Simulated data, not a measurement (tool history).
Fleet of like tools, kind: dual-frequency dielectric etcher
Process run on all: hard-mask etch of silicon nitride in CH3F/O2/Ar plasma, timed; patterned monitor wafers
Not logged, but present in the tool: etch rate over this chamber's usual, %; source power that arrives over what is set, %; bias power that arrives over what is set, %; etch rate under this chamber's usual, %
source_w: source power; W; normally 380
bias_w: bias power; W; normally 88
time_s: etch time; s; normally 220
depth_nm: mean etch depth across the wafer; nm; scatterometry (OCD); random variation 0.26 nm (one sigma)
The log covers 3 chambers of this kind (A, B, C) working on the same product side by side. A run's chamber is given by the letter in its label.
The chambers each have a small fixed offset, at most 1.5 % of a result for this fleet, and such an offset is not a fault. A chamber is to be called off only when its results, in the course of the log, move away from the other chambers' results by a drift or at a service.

run	day	source_w	bias_w	time_s	hours since the last wet clean	hours since the last source power generator calibration	hours since the last bias power generator calibration	read-back reference wafer on the same gauge, depth_nm	depth_nm
1A	0.267	380	88	220	110.4	1105.4	2743.1	193.92	161.52
2B	0.438	380	88	220	254.1	104.5	2762.9	194	163.7
3C	0.704	380	88	220	248.8	1548	3263.1	194.15	164.21
4C	0.908	380	88	220	253.7	1552.9	3268	194.09	164.4
5B	1.154	380	88	220	271.3	121.7	2780.1	194.16	163.51
6A	1.367	380	88	220	136.8	1131.8	2769.5	194.21	161.89
7B	1.529	380	88	159.5	280.3	130.7	2789.1	194.2	118.57
8C	1.742	380	88	159.5	273.7	1572.9	3288	194.31	119.42
9A	1.917	380	88	159.5	150	1145	2782.7	194.33	117.01
10B	2.092	380	88	220	293.8	144.2	2802.6	194.28	163.63
11A	2.254	380	88	220	158.1	1153.1	2790.8	194.32	162.1
12C	2.429	380	88	220	290.2	1589.4	3304.5	194.39	164.43
13B	2.6	380	88	220	306	156.4	2814.8	194.38	163.7
14C	2.858	380	88	220	300.5	1599.7	3314.8	194.42	164.62
15A	3.004	380	88	220	176.1	1171.1	2808.8	194.44	162.49
16A	3.171	380	88	220	180.1	1175.1	2812.8	194.47	162.41
17C	3.438	380	88	220	314.4	1613.6	3328.7	194.54	164.25
18B	3.679	380	88	220	331.9	182.3	2840.7	194.54	163.95
# day 3.721: chamber B: wet clean of the chamber
19B	3.879	380	88	220	3.8	187.1	2845.5	194.57	163.72
20C	4.129	380	88	278	331	1630.2	3345.3	194.52	208.18
21A	4.412	380	88	278	209.9	1204.9	2842.6	194.67	205.07
22C	4.721	380	88	278	345.2	1644.4	3359.5	194.63	207.34
23A	5.012	380	88	220	224.3	1219.3	2857	194.75	162.25
24B	5.325	460	88	220	38.5	221.8	2880.2	194.79	176.42
25B	5.567	460	88	220	44.3	227.6	2886	194.87	175.51
26C	5.879	460	88	220	373	1672.2	3387.3	194.89	177.28
# day 5.888: chamber C: wet clean of the chamber
27A	6.104	380	88	220	250.5	1245.5	2883.2	194.95	162.53
28C	6.288	380	102	182.5	9.6	1682	3397.1	194.94	144.29
29B	6.446	380	102	182.5	65.4	248.7	2907.1	194.89	143.88
30A	6.746	380	102	182.5	265.9	1260.9	2898.6	195.03	142.41
31B	7.042	380	88	220	79.7	263	2921.4	195.12	164.42
32C	7.308	380	88	220	34.1	1706.5	3421.6	195.13	164.66
33A	7.471	380	88	220	283.3	1278.3	2916	195.07	162.86
34B	7.754	380	88	220	96.8	280.1	2938.5	195.14	164.16
35A	8.046	380	88	220	297.1	1292.1	2929.8	195.17	162.49
36C	8.342	380	88	220	58.9	1731.3	3446.4	195.11	165.29

Is one chamber out of step, is the gauge drifting, or do the chambers differ by no more than their own small offsets? For an off chamber, give its letter and the likeliest cause.

The gauge drifts, so all chambers seem to drift together. No chamber is off.
Most likely cause: gauge reads high (%) = 0.657.

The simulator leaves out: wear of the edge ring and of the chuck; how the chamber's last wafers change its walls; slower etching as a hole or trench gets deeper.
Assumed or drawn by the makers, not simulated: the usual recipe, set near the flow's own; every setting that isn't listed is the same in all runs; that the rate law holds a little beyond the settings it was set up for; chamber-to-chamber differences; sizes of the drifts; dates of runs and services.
